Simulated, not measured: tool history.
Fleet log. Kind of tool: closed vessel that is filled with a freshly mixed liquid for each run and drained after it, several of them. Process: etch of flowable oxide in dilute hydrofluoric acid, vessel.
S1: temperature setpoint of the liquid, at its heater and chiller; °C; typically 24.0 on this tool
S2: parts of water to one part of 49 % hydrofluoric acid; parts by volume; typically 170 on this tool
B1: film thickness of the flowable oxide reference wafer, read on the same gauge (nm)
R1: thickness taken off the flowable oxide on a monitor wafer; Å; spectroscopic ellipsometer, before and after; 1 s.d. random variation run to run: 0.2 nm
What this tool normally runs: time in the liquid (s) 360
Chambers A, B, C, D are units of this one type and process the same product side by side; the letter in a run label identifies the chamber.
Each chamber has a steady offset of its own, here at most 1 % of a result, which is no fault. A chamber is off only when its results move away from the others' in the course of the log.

{"run": "1A", "hour": 11.0, "S1": 24.0, "S2": 170, "time in the liquid (s)": 360, "B1": 79.999, "R1": 525.6}
{"run": "2C", "hour": 20.5, "S1": 24.0, "S2": 170, "time in the liquid (s)": 360, "B1": 80.002, "R1": 525.17}
{"run": "3B", "hour": 27.2, "S1": 24.0, "S2": 170, "time in the liquid (s)": 360, "B1": 79.989, "R1": 525.17}
{"run": "4D", "hour": 33.1, "S1": 24.0, "S2": 170, "time in the liquid (s)": 360, "B1": 80.015, "R1": 525.92}
{"run": "5A", "hour": 41.3, "S1": 24.0, "S2": 170, "time in the liquid (s)": 360, "B1": 79.986, "R1": 525.33}
{"run": "6D", "hour": 47.0, "S1": 24.0, "S2": 170, "time in the liquid (s)": 360, "B1": 80.024, "R1": 523.5}
{"run": "7C", "hour": 57.4, "S1": 24.0, "S2": 170, "time in the liquid (s)": 360, "B1": 80.004, "R1": 524.89}
{"run": "8B", "hour": 67.1, "S1": 24.0, "S2": 170, "time in the liquid (s)": 360, "B1": 79.976, "R1": 528.05}
{"run": "9A", "hour": 74.2, "S1": 24.0, "S2": 170, "time in the liquid (s)": 360, "B1": 79.983, "R1": 522.17}
{"run": "10B", "hour": 80.7, "S1": 24.0, "S2": 170, "time in the liquid (s)": 360, "B1": 79.999, "R1": 528.89}
{"run": "11C", "hour": 88.6, "S1": 24.0, "S2": 170, "time in the liquid (s)": 470, "B1": 79.992, "R1": 690.49}
{"run": "12D", "hour": 94.3, "S1": 24.0, "S2": 170, "time in the liquid (s)": 470, "B1": 79.971, "R1": 688.55}
{"run": "13A", "hour": 102.1, "S1": 24.0, "S2": 170, "time in the liquid (s)": 470, "B1": 80.018, "R1": 681.27}
{"run": "14C", "hour": 111.4, "S1": 24.0, "S2": 170, "time in the liquid (s)": 470, "B1": 79.999, "R1": 686.4}
{"run": "15D", "hour": 117.7, "S1": 24.0, "S2": 170, "time in the liquid (s)": 360, "B1": 80.021, "R1": 524.45}
{"run": "16B", "hour": 128.8, "S1": 24.0, "S2": 170, "time in the liquid (s)": 360, "B1": 79.999, "R1": 526.71}
{"run": "17B", "hour": 139.3, "S1": 24.0, "S2": 170, "time in the liquid (s)": 360, "B1": 79.992, "R1": 528.63}
{"run": "18A", "hour": 149.1, "S1": 24.0, "S2": 170, "time in the liquid (s)": 360, "B1": 79.997, "R1": 521.86}
{"run": "19C", "hour": 158.5, "S1": 24.0, "S2": 170, "time in the liquid (s)": 360, "B1": 79.991, "R1": 528.56}
{"run": "20D", "hour": 165.2, "S1": 24.0, "S2": 170, "time in the liquid (s)": 360, "B1": 79.998, "R1": 525.03}
{"run": "21A", "hour": 172.1, "S1": 24.0, "S2": 170, "time in the liquid (s)": 360, "B1": 80.003, "R1": 523.11}
{"run": "22D", "hour": 181.1, "S1": 24.0, "S2": 170, "time in the liquid (s)": 190, "B1": 80.004, "R1": 277.47}
{"run": "23C", "hour": 190.4, "S1": 24.0, "S2": 170, "time in the liquid (s)": 190, "B1": 79.99, "R1": 278.46}
{"run": "24B", "hour": 199.5, "S1": 24.0, "S2": 170, "time in the liquid (s)": 190, "B1": 80.005, "R1": 277.85}

All 4 chambers run these settings next. Forecast each chamber's results:
{"run": "25A", "hour": 207.9, "S1": 21.5, "S2": 170, "time in the liquid (s)": 360, "R1": "?"}
{"run": "25B", "hour": 207.9, "S1": 21.5, "S2": 170, "time in the liquid (s)": 360, "R1": "?"}
{"run": "25C", "hour": 207.9, "S1": 21.5, "S2": 170, "time in the liquid (s)": 360, "R1": "?"}
{"run": "25D", "hour": 207.9, "S1": 21.5, "S2": 170, "time in the liquid (s)": 360, "R1": "?"}

run=25A R1=473.44
run=25B R1=476.79
run=25C R1=479.86
run=25D R1=480.11
